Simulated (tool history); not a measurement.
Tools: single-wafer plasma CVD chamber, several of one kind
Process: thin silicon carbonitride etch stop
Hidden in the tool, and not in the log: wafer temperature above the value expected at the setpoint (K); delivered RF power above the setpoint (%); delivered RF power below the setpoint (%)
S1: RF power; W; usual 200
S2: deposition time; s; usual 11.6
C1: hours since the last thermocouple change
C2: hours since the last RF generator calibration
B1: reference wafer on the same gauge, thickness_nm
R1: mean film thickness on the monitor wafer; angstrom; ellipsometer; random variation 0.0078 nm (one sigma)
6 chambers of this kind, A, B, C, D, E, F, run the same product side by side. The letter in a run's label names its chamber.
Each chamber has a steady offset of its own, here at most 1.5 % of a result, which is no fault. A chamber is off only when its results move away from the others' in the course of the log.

{"run": "1C", "day": 0.204, "S1": 200, "S2": 11.6, "C1": 1507.8, "C2": 15.4, "B1": 7.4423, "R1": 65.532}
{"run": "2B", "day": 0.521, "S1": 200, "S2": 11.6, "C1": 826.4, "C2": 1738.3, "B1": 7.4408, "R1": 66.148}
{"run": "3A", "day": 0.862, "S1": 200, "S2": 11.6, "C1": 2388, "C2": 332, "B1": 7.4429, "R1": 65.183}
{"run": "4D", "day": 1.283, "S1": 200, "S2": 11.6, "C1": 255.5, "C2": 969.7, "B1": 7.4436, "R1": 65.537}
{"run": "5E", "day": 1.717, "S1": 185, "S2": 11.6, "C1": 2237.9, "C2": 1114.8, "B1": 7.4434, "R1": 64.778}
{"run": "6F", "day": 2.042, "S1": 185, "S2": 11.6, "C1": 1907.7, "C2": 350.2, "B1": 7.4453, "R1": 63.97}
{"run": "7F", "day": 2.346, "S1": 185, "S2": 11.6, "C1": 1915, "C2": 357.5, "B1": 7.4451, "R1": 63.886}
{"run": "8B", "day": 2.596, "S1": 185, "S2": 11.6, "C1": 876.2, "C2": 1788.1, "B1": 7.4499, "R1": 64.76}
{"run": "9E", "day": 2.812, "S1": 185, "S2": 11.6, "C1": 2264.2, "C2": 1141.1, "B1": 7.4465, "R1": 64.762}
{"run": "10D", "day": 3.088, "S1": 185, "S2": 11.6, "C1": 298.8, "C2": 1013, "B1": 7.4468, "R1": 64.047}
{"day": 3.358, "done": "chamber A: thermocouple changed; heater temperature recalibrated"}
{"run": "11A", "day": 3.408, "S1": 200, "S2": 11.6, "C1": 1.2, "C2": 393.1, "B1": 7.4494, "R1": 65.274}
{"run": "12C", "day": 3.683, "S1": 170, "S2": 13.7, "C1": 1591.3, "C2": 98.9, "B1": 7.449, "R1": 74.006}
{"run": "13D", "day": 3.9, "S1": 170, "S2": 13.7, "C1": 318.3, "C2": 1032.5, "B1": 7.4485, "R1": 73.706}
{"run": "14B", "day": 4.262, "S1": 170, "S2": 13.7, "C1": 916.2, "C2": 1828.1, "B1": 7.4532, "R1": 74.701}
{"run": "15F", "day": 4.7, "S1": 170, "S2": 13.7, "C1": 1971.5, "C2": 414, "B1": 7.4538, "R1": 73.596}
{"day": 4.762, "done": "chamber F: thermocouple changed; heater temperature recalibrated"}
{"run": "16A", "day": 4.921, "S1": 170, "S2": 13.7, "C1": 37.5, "C2": 429.4, "B1": 7.4561, "R1": 73.455}
{"run": "17E", "day": 5.125, "S1": 170, "S2": 13.7, "C1": 2319.7, "C2": 1196.6, "B1": 7.4546, "R1": 74.744}
{"run": "18C", "day": 5.367, "S1": 200, "S2": 11.6, "C1": 1631.7, "C2": 139.3, "B1": 7.4559, "R1": 65.807}
{"run": "19A", "day": 5.596, "S1": 200, "S2": 11.6, "C1": 53.7, "C2": 445.6, "B1": 7.4583, "R1": 65.329}
{"run": "20F", "day": 5.942, "S1": 200, "S2": 11.6, "C1": 28.3, "C2": 443.8, "B1": 7.4606, "R1": 65.595}
{"run": "21E", "day": 6.204, "S1": 200, "S2": 11.6, "C1": 2345.6, "C2": 1222.5, "B1": 7.458, "R1": 66.433}
{"run": "22B", "day": 6.633, "S1": 200, "S2": 11.6, "C1": 973.1, "C2": 1885, "B1": 7.46, "R1": 66.24}
{"run": "23C", "day": 7.067, "S1": 200, "S2": 11.6, "C1": 1672.5, "C2": 180.1, "B1": 7.4619, "R1": 65.8}
{"run": "24D", "day": 7.425, "S1": 210, "S2": 12.8, "C1": 402.9, "C2": 1117.1, "B1": 7.4626, "R1": 73.576}
{"run": "25B", "day": 7.754, "S1": 210, "S2": 12.8, "C1": 1000, "C2": 1911.9, "B1": 7.4641, "R1": 74.361}
{"run": "26C", "day": 8.062, "S1": 210, "S2": 12.8, "C1": 1696.4, "C2": 204, "B1": 7.4633, "R1": 73.728}
{"run": "27D", "day": 8.421, "S1": 210, "S2": 12.8, "C1": 426.8, "C2": 1141, "B1": 7.4625, "R1": 73.559}
{"run": "28F", "day": 8.8, "S1": 210, "S2": 12.8, "C1": 96.9, "C2": 512.4, "B1": 7.4671, "R1": 73.541}
{"run": "29E", "day": 9.029, "S1": 210, "S2": 12.8, "C1": 2413.4, "C2": 1290.3, "B1": 7.4667, "R1": 74.396}
{"run": "30A", "day": 9.25, "S1": 200, "S2": 11.6, "C1": 141.4, "C2": 533.3, "B1": 7.4692, "R1": 65.525}
{"run": "31B", "day": 9.533, "S1": 200, "S2": 11.6, "C1": 1042.7, "C2": 1954.6, "B1": 7.4677, "R1": 66.55}
{"day": 9.604, "done": "chamber E: thermocouple changed; heater temperature recalibrated"}
{"day": 9.85, "done": "chamber B: RF generator calibrated"}
{"run": "32C", "day": 9.875, "S1": 200, "S2": 11.6, "C1": 1739.9, "C2": 247.5, "B1": 7.4699, "R1": 65.894}
{"run": "33A", "day": 10.133, "S1": 200, "S2": 11.6, "C1": 162.6, "C2": 554.5, "B1": 7.4716, "R1": 65.426}
{"run": "34E", "day": 10.358, "S1": 200, "S2": 11.6, "C1": 18.2, "C2": 1322.2, "B1": 7.4698, "R1": 66.509}
{"run": "35F", "day": 10.571, "S1": 200, "S2": 11.6, "C1": 139.4, "C2": 554.9, "B1": 7.4703, "R1": 65.662}
{"run": "36D", "day": 10.896, "S1": 200, "S2": 11.6, "C1": 486.2, "C2": 1200.4, "B1": 7.4726, "R1": 65.73}
{"run": "37F", "day": 11.088, "S1": 200, "S2": 11.6, "C1": 151.8, "C2": 567.3, "B1": 7.4721, "R1": 65.753}
{"run": "38B", "day": 11.408, "S1": 200, "S2": 12.3, "C1": 1087.7, "C2": 37.5, "B1": 7.4747, "R1": 70.538}
{"run": "39E", "day": 11.708, "S1": 200, "S2": 12.3, "C1": 50.6, "C2": 1354.6, "B1": 7.4744, "R1": 70.588}
{"run": "40C", "day": 11.971, "S1": 200, "S2": 12.3, "C1": 1790.2, "C2": 297.8, "B1": 7.4742, "R1": 70.001}

Next, every chamber runs the same settings. What will each give?
{"run": "41A", "day": 12.288, "S1": 200, "S2": 12.7, "R1": "?"}
{"run": "41B", "day": 12.288, "S1": 200, "S2": 12.7, "R1": "?"}
{"run": "41C", "day": 12.288, "S1": 200, "S2": 12.7, "R1": "?"}
{"run": "41D", "day": 12.288, "S1": 200, "S2": 12.7, "R1": "?"}
{"run": "41E", "day": 12.288, "S1": 200, "S2": 12.7, "R1": "?"}
{"run": "41F", "day": 12.288, "S1": 200, "S2": 12.7, "R1": "?"}

run=41A R1=71.664
run=41B R1=72.789
run=41C R1=72.371
run=41D R1=71.888
run=41E R1=72.983
run=41F R1=71.898
